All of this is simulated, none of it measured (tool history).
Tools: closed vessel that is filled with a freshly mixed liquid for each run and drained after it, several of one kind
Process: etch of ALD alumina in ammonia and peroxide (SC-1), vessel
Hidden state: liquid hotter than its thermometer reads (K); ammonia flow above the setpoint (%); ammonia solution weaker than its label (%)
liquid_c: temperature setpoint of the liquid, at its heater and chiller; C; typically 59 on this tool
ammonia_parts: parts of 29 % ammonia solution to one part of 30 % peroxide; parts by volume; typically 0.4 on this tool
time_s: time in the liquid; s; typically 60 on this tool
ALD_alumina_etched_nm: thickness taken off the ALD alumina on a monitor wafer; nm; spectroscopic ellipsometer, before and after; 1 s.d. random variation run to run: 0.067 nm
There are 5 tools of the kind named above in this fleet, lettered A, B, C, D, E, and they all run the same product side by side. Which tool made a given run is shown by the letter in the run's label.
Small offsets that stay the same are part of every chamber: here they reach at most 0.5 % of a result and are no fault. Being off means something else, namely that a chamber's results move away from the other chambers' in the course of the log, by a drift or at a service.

run	day	liquid_c	ammonia_parts	time_s	hours since the thermometer was replaced	hours since the ammonia flow meter was replaced	hours since the drum of ammonia solution was connected	read-back film thickness of the ALD alumina reference wafer, read on the same gauge (nm)	ALD_alumina_etched_nm
# day 0.088: chamber A: new drum of ammonia solution connected
1D	0.204	59	0.4	60	31.2	255.9	40.8	80.011	9.0705
2B	0.35	59	0.4	60	304.9	1925.9	781.7	80.01	8.9535
3C	0.458	59	0.4	60	1479.2	44	331.8	79.994	9.2318
4E	0.646	59	0.4	60	214.4	564.9	83.4	80.015	9.0898
5A	0.846	59	0.4	80	217.3	1989.5	18.2	80.043	12.213
6B	1.042	59	0.4	80	321.5	1942.5	798.3	79.996	12.063
# day 1.092: chamber C: thermometer replaced
7A	1.238	59	0.4	80	226.7	1998.9	27.6	80.018	12.254
8C	1.404	59	0.4	80	7.5	66.7	354.5	80.005	12.089
9D	1.588	59	0.4	80	64.4	289.1	74	79.984	11.957
10E	1.758	59	0.4	60	241.1	591.6	110.1	80	9.0364
11C	1.971	65	0.4	60	21.1	80.3	368.1	79.981	12.248
12B	2.175	65	0.4	60	348.7	1969.7	825.5	80.004	12.287
13A	2.304	65	0.4	60	252.3	2024.5	53.2	80.011	12.271
14D	2.421	65	0.4	60	84.4	309.1	94	80.003	12.329
15E	2.542	65	0.4	60	259.9	610.4	128.9	80.023	12.178
16B	2.679	59	0.4	60	360.8	1981.8	837.6	79.997	8.9897
17E	2.838	59	0.4	60	267	617.5	136	80.014	9.1642
18D	2.958	59	0.4	60	97.3	322	106.9	79.988	9.0584
19C	3.067	59	0.4	60	47.4	106.6	394.4	79.979	9.0302
20A	3.296	59	0.4	60	276.1	2048.3	77	79.987	9.1014
21B	3.454	49.5	0.4	95	379.4	2000.4	856.2	79.995	8.4632
22A	3.562	49.5	0.4	95	282.5	2054.7	83.4	79.975	8.6404
# day 3.696: chamber A: ammonia flow meter replaced
23E	3.788	49.5	0.4	95	289.8	640.3	158.8	79.973	8.79
24D	4.029	49.5	0.4	95	123	347.7	132.6	79.974	8.5949
25C	4.138	49.5	0.4	95	73.1	132.3	420.1	80.007	8.7576
26A	4.346	59	0.4	60	301.3	15.6	102.2	80.008	9.1404
27E	4.554	59	0.55	60	308.2	658.7	177.2	79.96	9.4473
28D	4.708	59	0.55	60	139.3	364	148.9	79.988	9.3444
29C	4.846	59	0.55	60	90.1	149.3	437.1	80.001	9.2761
30B	5.012	59	0.55	60	416.8	2037.8	893.6	80.018	9.2778

Does one chamber stand apart from the rest, does the shared gauge drift, or is all well apart from small per-chamber offsets? Give the chamber and the most likely cause, where there is one.

Nothing is wrong: each chamber keeps only its own small, steady offset and the gauge holds still.

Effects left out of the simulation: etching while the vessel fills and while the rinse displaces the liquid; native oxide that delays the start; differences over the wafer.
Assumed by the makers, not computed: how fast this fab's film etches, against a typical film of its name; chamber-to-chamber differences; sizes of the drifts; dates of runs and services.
